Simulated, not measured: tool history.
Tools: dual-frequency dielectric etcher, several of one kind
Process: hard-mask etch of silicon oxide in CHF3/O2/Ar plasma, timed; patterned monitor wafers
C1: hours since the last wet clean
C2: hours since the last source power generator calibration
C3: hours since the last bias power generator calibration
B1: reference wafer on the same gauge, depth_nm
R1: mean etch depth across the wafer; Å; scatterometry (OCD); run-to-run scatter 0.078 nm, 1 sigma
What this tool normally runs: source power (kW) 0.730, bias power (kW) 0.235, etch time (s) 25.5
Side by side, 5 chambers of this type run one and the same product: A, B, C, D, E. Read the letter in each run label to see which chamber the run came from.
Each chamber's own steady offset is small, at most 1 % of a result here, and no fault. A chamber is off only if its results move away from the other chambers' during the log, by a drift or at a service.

Run 1C, hour 4.4: usual settings; C1 311.0; C2 407.9; C3 1045.1; B1 52.587. Result: R1 600.27 Å.
At hour 10.3: chamber E: wet clean of the chamber.
Run 2A, hour 12.5: usual settings; C1 478.2; C2 2570.7; C3 2113.6; B1 52.623. Result: R1 598.52 Å.
Run 3E, hour 17.4: usual settings; C1 7.2; C2 696.3; C3 1396.2; B1 52.629. Result: R1 595.11 Å.
Run 4D, hour 22.0: usual settings; C1 69.0; C2 2020.1; C3 3123.9; B1 52.633. Result: R1 591.58 Å.
Run 5B, hour 29.7: usual settings; C1 209.2; C2 1502.0; C3 1102.7; B1 52.636. Result: R1 595.91 Å.
Run 6B, hour 33.5: usual settings; C1 213.0; C2 1505.8; C3 1106.5; B1 52.643. Result: R1 595.12 Å.
Run 7C, hour 39.0: usual settings; C1 345.6; C2 442.5; C3 1079.7; B1 52.637. Result: R1 600.15 Å.
Run 8A, hour 43.0: usual settings; C1 508.7; C2 2601.2; C3 2144.1; B1 52.663. Result: R1 598.08 Å.
Run 9E, hour 49.0: usual settings; C1 38.8; C2 727.9; C3 1427.8; B1 52.669. Result: R1 594.94 Å.
Run 10D, hour 56.3: usual settings; C1 103.3; C2 2054.4; C3 3158.2; B1 52.675. Result: R1 593.24 Å.
Run 11A, hour 63.8: usual settings; C1 529.5; C2 2622.0; C3 2164.9; B1 52.669. Result: R1 599.42 Å.
Run 12D, hour 70.9: usual settings; C1 117.9; C2 2069.0; C3 3172.8; B1 52.702. Result: R1 594.94 Å.
Run 13C, hour 78.5: usual settings; C1 385.1; C2 482.0; C3 1119.2; B1 52.692. Result: R1 600.22 Å.
Run 14E, hour 86.0: usual settings; C1 75.8; C2 764.9; C3 1464.8; B1 52.715. Result: R1 594.00 Å.
Run 15B, hour 93.6: usual settings; C1 273.1; C2 1565.9; C3 1166.6; B1 52.723. Result: R1 595.11 Å.
Run 16C, hour 100.1: usual settings; C1 406.7; C2 503.6; C3 1140.8; B1 52.727. Result: R1 600.42 Å.
Run 17D, hour 104.6: usual settings; C1 151.6; C2 2102.7; C3 3206.5; B1 52.762. Result: R1 592.23 Å.
Run 18B, hour 110.8: usual settings; C1 290.3; C2 1583.1; C3 1183.8; B1 52.748. Result: R1 595.29 Å.
Run 19A, hour 117.2: usual settings; C1 582.9; C2 2675.4; C3 2218.3; B1 52.763. Result: R1 599.39 Å.
Run 20E, hour 125.3: usual settings; C1 115.1; C2 804.2; C3 1504.1; B1 52.755. Result: R1 597.15 Å.
At hour 126.2: chamber A: wet clean of the chamber.
Run 21B, hour 132.9: usual settings; C1 312.4; C2 1605.2; C3 1205.9; B1 52.778. Result: R1 594.79 Å.
Run 22C, hour 137.3: usual settings; C1 443.9; C2 540.8; C3 1178.0; B1 52.792. Result: R1 600.43 Å.
Run 23A, hour 141.5: usual settings; C1 15.3; C2 2699.7; C3 2242.6; B1 52.778. Result: R1 598.58 Å.
Run 24D, hour 147.6: usual settings; C1 194.6; C2 2145.7; C3 3249.5; B1 52.797. Result: R1 595.50 Å.
Run 25E, hour 154.0: usual settings; C1 143.8; C2 832.9; C3 1532.8; B1 52.795. Result: R1 597.93 Å.
Run 26D, hour 161.2: usual settings; C1 208.2; C2 2159.3; C3 3263.1; B1 52.800. Result: R1 593.37 Å.
At hour 162.7: chamber C: wet clean of the chamber.
Run 27E, hour 166.1: usual settings; C1 155.9; C2 845.0; C3 1544.9; B1 52.846. Result: R1 596.25 Å.
Run 28A, hour 170.2: usual settings; C1 44.0; C2 2728.4; C3 2271.3; B1 52.823. Result: R1 600.12 Å.
Run 29C, hour 178.2: usual settings; C1 15.5; C2 581.7; C3 1218.9; B1 52.833. Result: R1 601.72 Å.
Run 30B, hour 182.7: usual settings; C1 362.2; C2 1655.0; C3 1255.7; B1 52.840. Result: R1 597.46 Å.
At hour 186.6: chamber B: wet clean of the chamber.
Run 31C, hour 189.2: usual settings but etch time (s) 28.5; C1 26.5; C2 592.7; C3 1229.9; B1 52.848. Result: R1 673.24 Å.
Run 32A, hour 195.7: usual settings but etch time (s) 28.5; C1 69.5; C2 2753.9; C3 2296.8; B1 52.857. Result: R1 673.77 Å.
Run 33E, hour 203.4: usual settings but etch time (s) 28.5; C1 193.2; C2 882.3; C3 1582.2; B1 52.851. Result: R1 667.15 Å.
Run 34B, hour 208.9: usual settings but etch time (s) 28.5; C1 22.3; C2 1681.2; C3 1281.9; B1 52.883. Result: R1 667.45 Å.

For the next run the whole fleet of 5 chambers uses the same settings. Give each chamber's results:
Run 35A, hour 214.7: usual settings but etch time (s) 19.0. Result: R1 ?.
Run 35B, hour 214.7: usual settings but etch time (s) 19.0. Result: R1 ?.
Run 35C, hour 214.7: usual settings but etch time (s) 19.0. Result: R1 ?.
Run 35D, hour 214.7: usual settings but etch time (s) 19.0. Result: R1 ?.
Run 35E, hour 214.7: usual settings but etch time (s) 19.0. Result: R1 ?.

run      R1
35A  446.99
35B  444.47
35C  448.35
35D  443.86
35E  444.70
